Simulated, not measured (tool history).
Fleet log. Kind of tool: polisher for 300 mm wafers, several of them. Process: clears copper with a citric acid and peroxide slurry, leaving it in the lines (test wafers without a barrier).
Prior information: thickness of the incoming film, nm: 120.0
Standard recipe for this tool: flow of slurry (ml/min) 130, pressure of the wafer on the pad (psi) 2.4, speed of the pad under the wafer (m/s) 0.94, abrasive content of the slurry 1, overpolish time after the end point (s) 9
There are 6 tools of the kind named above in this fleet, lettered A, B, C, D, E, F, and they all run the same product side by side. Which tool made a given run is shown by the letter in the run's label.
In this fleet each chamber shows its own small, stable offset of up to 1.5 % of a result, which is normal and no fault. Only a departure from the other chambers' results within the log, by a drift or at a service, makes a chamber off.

run	hour	flow of slurry (ml/min)	pressure of the wafer on the pad (psi)	speed of the pad under the wafer (m/s)	abrasive content of the slurry	overpolish time after the end point (s)	wafers polished on this pad	hours since the slurry nozzle was cleaned	hours since the head pressure was calibrated	hours since the slurry blender was calibrated	time until the end point was called (s)	dishing of a wide line in a test structure (angstrom)
# hour 4.2: chamber F: worn pad replaced by a new one
# hour 4.5: chamber A: slurry blender recalibrated
# hour 6.8: chamber C: slurry blender recalibrated
1A	13.2	130	2.4	0.94	1	9	552	601.8	409.4	8.7	86.072	91.834
# hour 14.2: chamber B: slurry blender recalibrated
2C	25.3	130	2.4	0.94	1	9	396	324.3	351.2	18.6	85.741	90.348
3D	37	130	2.4	0.94	1	9	945	453.7	63.9	376.9	83.665	91.927
# hour 46.7: chamber C: slurry nozzle cleaned
4B	51.7	130	2.4	0.94	1	9	638	155.2	248	37.6	85.866	92.071
5F	61	130	2.4	0.94	1	9	384	182.3	356	137.1	83.407	91.863
6E	75.1	130	2.4	0.94	1	9	900	410.9	1234.6	170.9	87.778	92.412
# hour 76.8: chamber D: slurry blender recalibrated
7D	89.2	130	2.4	0.94	1	9	1298	505.9	116.1	12.4	83.293	91.206
# hour 91.5: chamber C: worn pad replaced by a new one
# hour 98.4: chamber D: worn pad replaced by a new one
# hour 101.7: chamber E: slurry nozzle cleaned
8C	103.2	130	2.4	0.94	1	9	79	56.6	429.1	96.5	85.445	92.844
# hour 111.6: chamber A: worn pad replaced by a new one
# hour 116.2: chamber D: slurry nozzle cleaned
9A	116.4	130	2.4	0.94	1	9	32	705	512.6	111.9	86.413	92.876
# hour 120.1: chamber B: worn pad replaced by a new one
# hour 123.4: chamber E: worn pad replaced by a new one
# hour 129.6: chamber C: slurry blender recalibrated
10B	130.1	130	2.4	0.94	1	9	67	233.6	326.4	116	86.206	90.574
11F	139.4	130	2.4	0.94	1	9	914	260.7	434.4	215.5	85.561	92.217
# hour 149.5: chamber E: slurry blender recalibrated
12E	152.5	130	2.4	0.94	1	9	197	50.8	1312	3	85.498	93.359
# hour 161.8: chamber A: slurry nozzle cleaned
13B	165.7	130	2.4	0.94	1	9	308	269.2	362	151.6	88.234	89.784
14C	172.9	130	2.4	0.94	1	9	550	126.3	498.8	43.4	86.137	93.522
15A	182.4	130	2.4	0.94	1	5	479	20.6	578.6	177.9	87.533	53.628
16D	197.3	130	2.4	0.94	1	5	669	81.1	224.2	120.5	84.225	53.351
# hour 200.6: chamber C: head pressure recalibrated
17F	206.3	130	2.4	0.94	1	5	1367	327.6	501.3	282.4	87.11	54.71
18E	218.3	130	2.4	0.94	1	5	642	116.6	1377.8	68.8	87.463	52.768
# hour 226.7: chamber C: worn pad replaced by a new one
19F	233.1	130	2.4	0.94	1	5	1548	354.4	528.1	309.2	85.216	53.096
# hour 238.1: chamber B: head pressure recalibrated
# hour 239.8: chamber F: worn pad replaced by a new one
20D	241.6	130	2.4	0.94	1	5	969	125.4	268.5	164.8	86.302	53.206
# hour 249.8: chamber A: head pressure recalibrated
# hour 251.1: chamber F: slurry blender recalibrated
21A	253.8	130	2.4	0.94	1	9	961	92	4.1	249.3	85.767	90.644
# hour 261.3: chamber D: worn pad replaced by a new one
# hour 263.1: chamber C: slurry blender recalibrated
22E	268	130	2.4	0.94	1	9	978	166.3	1427.5	118.5	86.418	92.718
23B	276.4	130	2.4	0.94	1	9	1057	379.9	38.3	262.3	86.347	89.946
24C	283.2	130	2.4	0.94	1	9	382	236.6	82.7	20.1	87.233	92.996
# hour 288.1: chamber A: worn pad replaced by a new one
# hour 291.5: chamber B: worn pad replaced by a new one
# hour 292.5: chamber E: worn pad replaced by a new one
25A	294.3	130	2.4	0.94	1	9	42	132.5	44.6	289.8	86.135	91.559
26F	307	130	2.4	0.94	1	9	454	428.3	602	55.9	88.909	88.586
27B	320.7	130	2.4	0.94	1	9	198	424.2	82.6	306.6	85.816	89.782
28E	335.3	130	2.4	0.94	1	9	289	233.6	1494.8	185.8	85.09	92.423
# hour 336.6: chamber B: slurry blender recalibrated
29D	347.6	130	2.4	0.94	1	9	583	231.4	374.5	270.8	83.156	93.551
# hour 353.1: chamber C: worn pad replaced by a new one
30C	355.6	130	2.4	0.94	1	9	17	309	155.1	92.5	85.407	90.473
31F	367.3	130	2.4	0.94	1	9	862	488.6	662.3	116.2	90.673	88.57
# hour 379.4: chamber C: slurry nozzle cleaned
32E	380.5	130	2.4	0.94	0.8	9	595	278.8	1540	231	89.315	89.199
# hour 387.4: chamber C: slurry blender recalibrated
33A	394.7	130	2.4	0.94	0.8	9	721	232.9	145	390.2	89.835	86.916
34B	408.4	130	2.4	0.94	0.8	9	791	511.9	170.3	71.9	91.514	88.142
35D	422.5	130	2.4	0.94	0.8	9	1090	306.3	449.4	345.7	87.044	88.053
36C	429.8	130	2.4	0.94	0.8	9	519	50.4	229.3	42.5	86.854	88.426
37B	441.1	130	2.4	0.94	0.8	9	1012	544.6	203	104.6	92.502	87.103

All chambers now run identical settings, listed one chamber a line with results as question marks. What results will each chamber show?
38A	451.9	130	2.4	0.94	1	12					?	?
38B	451.9	130	2.4	0.94	1	12					?	?
38C	451.9	130	2.4	0.94	1	12					?	?
38D	451.9	130	2.4	0.94	1	12					?	?
38E	451.9	130	2.4	0.94	1	12					?	?
38F	451.9	130	2.4	0.94	1	12					?	?

run	time until the end point was called (s)	dishing of a wide line in a test structure (angstrom)
38A	86.488	119.59
38B	86.202	119.69
38C	83.584	117.5
38D	84.258	116.14
38E	85.663	117.95
38F	93.201	111.64

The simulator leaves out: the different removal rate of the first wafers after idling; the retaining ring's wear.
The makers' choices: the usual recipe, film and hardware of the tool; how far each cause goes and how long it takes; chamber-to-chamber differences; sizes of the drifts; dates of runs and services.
